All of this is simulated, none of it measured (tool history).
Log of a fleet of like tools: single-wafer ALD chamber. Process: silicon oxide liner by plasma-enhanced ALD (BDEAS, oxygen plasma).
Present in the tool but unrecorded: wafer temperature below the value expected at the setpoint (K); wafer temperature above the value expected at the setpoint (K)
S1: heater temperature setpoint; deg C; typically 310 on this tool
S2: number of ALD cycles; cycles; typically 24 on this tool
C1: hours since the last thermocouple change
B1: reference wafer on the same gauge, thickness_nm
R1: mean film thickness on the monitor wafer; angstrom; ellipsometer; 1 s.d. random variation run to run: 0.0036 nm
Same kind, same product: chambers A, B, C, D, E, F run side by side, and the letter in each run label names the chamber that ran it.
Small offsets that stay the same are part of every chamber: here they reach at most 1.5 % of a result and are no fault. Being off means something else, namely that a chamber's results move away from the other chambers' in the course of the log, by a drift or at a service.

Run 1D, hour 8.3: usual settings; C1 999.6; B1 2.4207. Result: R1 22.024 angstrom.
Run 2C, hour 14.2: usual settings; C1 1149.5; B1 2.4204. Result: R1 22.243 angstrom.
Run 3E, hour 22.9: usual settings; C1 2071.2; B1 2.4212. Result: R1 21.931 angstrom.
Run 4A, hour 33.0: usual settings; C1 1423.1; B1 2.4228. Result: R1 22.056 angstrom.
Run 5F, hour 40.9: usual settings; C1 916.5; B1 2.4215. Result: R1 21.805 angstrom.
Run 6B, hour 50.5: usual settings but S2 27 cycles; C1 1036.4; B1 2.4238. Result: R1 24.816 angstrom.
Run 7A, hour 57.6: usual settings but S2 27 cycles; C1 1447.7; B1 2.4226. Result: R1 24.844 angstrom.
Run 8D, hour 68.3: usual settings but S2 27 cycles; C1 1059.6; B1 2.4227. Result: R1 24.701 angstrom.
Run 9E, hour 75.0: usual settings but S2 27 cycles; C1 2123.3; B1 2.4244. Result: R1 24.786 angstrom.
Run 10F, hour 82.6: usual settings but S2 27 cycles; C1 958.2; B1 2.4246. Result: R1 24.450 angstrom.
Run 11B, hour 92.5: usual settings but S2 27 cycles; C1 1078.4; B1 2.4241. Result: R1 24.826 angstrom.
Run 12C, hour 98.4: usual settings; C1 1233.7; B1 2.4264. Result: R1 22.372 angstrom.
Run 13F, hour 103.2: usual settings; C1 978.8; B1 2.4265. Result: R1 21.755 angstrom.
Run 14B, hour 108.2: usual settings; C1 1094.1; B1 2.4265. Result: R1 22.105 angstrom.
Run 15A, hour 113.2: usual settings; C1 1503.3; B1 2.4259. Result: R1 22.125 angstrom.
Run 16D, hour 118.3: usual settings; C1 1109.6; B1 2.4266. Result: R1 22.013 angstrom.
Run 17E, hour 125.2: usual settings; C1 2173.5; B1 2.4266. Result: R1 22.082 angstrom.
Run 18C, hour 130.5: usual settings; C1 1265.8; B1 2.4276. Result: R1 22.370 angstrom.
Run 19D, hour 139.9: usual settings; C1 1131.2; B1 2.4278. Result: R1 22.001 angstrom.
Run 20B, hour 144.6: usual settings but S1 302 deg C; C1 1130.5; B1 2.4272. Result: R1 22.329 angstrom.
Run 21C, hour 155.1: usual settings but S1 302 deg C; C1 1290.4; B1 2.4281. Result: R1 22.609 angstrom.
Run 22E, hour 163.8: usual settings but S1 302 deg C; C1 2212.1; B1 2.4293. Result: R1 22.229 angstrom.
Run 23F, hour 172.1: usual settings but S1 302 deg C; C1 1047.7; B1 2.4310. Result: R1 22.013 angstrom.
Run 24A, hour 180.7: usual settings but S1 302 deg C; C1 1570.8; B1 2.4292. Result: R1 22.412 angstrom.
Run 25E, hour 186.5: usual settings but S1 302 deg C; C1 2234.8; B1 2.4311. Result: R1 22.320 angstrom.
At hour 193.5: chamber B: thermocouple changed; heater temperature recalibrated.
Run 26A, hour 194.6: usual settings; C1 1584.7; B1 2.4307. Result: R1 22.108 angstrom.
Run 27C, hour 203.6: usual settings; C1 1338.9; B1 2.4306. Result: R1 22.435 angstrom.
At hour 208.3: chamber A: thermocouple changed; heater temperature recalibrated.
Run 28D, hour 214.0: usual settings; C1 1205.3; B1 2.4319. Result: R1 22.063 angstrom.
Run 29B, hour 220.6: usual settings but S1 300 deg C, S2 20 cycles; C1 27.1; B1 2.4324. Result: R1 18.708 angstrom.
Run 30F, hour 226.5: usual settings but S1 300 deg C, S2 20 cycles; C1 1102.1; B1 2.4325. Result: R1 18.467 angstrom.
Run 31A, hour 235.4: usual settings but S1 300 deg C, S2 20 cycles; C1 27.1; B1 2.4320. Result: R1 18.766 angstrom.
Run 32F, hour 244.7: usual settings but S1 300 deg C, S2 20 cycles; C1 1120.3; B1 2.4335. Result: R1 18.468 angstrom.
Run 33D, hour 254.9: usual settings but S1 300 deg C, S2 20 cycles; C1 1246.2; B1 2.4341. Result: R1 18.647 angstrom.
Run 34B, hour 260.1: usual settings but S1 300 deg C, S2 20 cycles; C1 66.6; B1 2.4342. Result: R1 18.778 angstrom.
Run 35C, hour 266.4: usual settings; C1 1401.7; B1 2.4353. Result: R1 22.458 angstrom.
Run 36E, hour 272.3: usual settings; C1 2320.6; B1 2.4359. Result: R1 22.094 angstrom.
Run 37B, hour 281.4: usual settings; C1 87.9; B1 2.4356. Result: R1 22.194 angstrom.
Run 38F, hour 291.1: usual settings; C1 1166.7; B1 2.4360. Result: R1 21.872 angstrom.

What goes on in this fleet: one chamber off, a drifting gauge, or nothing beyond the chambers' own small offsets? Name the chamber and the cause, if any.

The gauge drifts, so all chambers seem to drift together. No chamber is off.
Cause: gauge reads high (%) = 0.674.
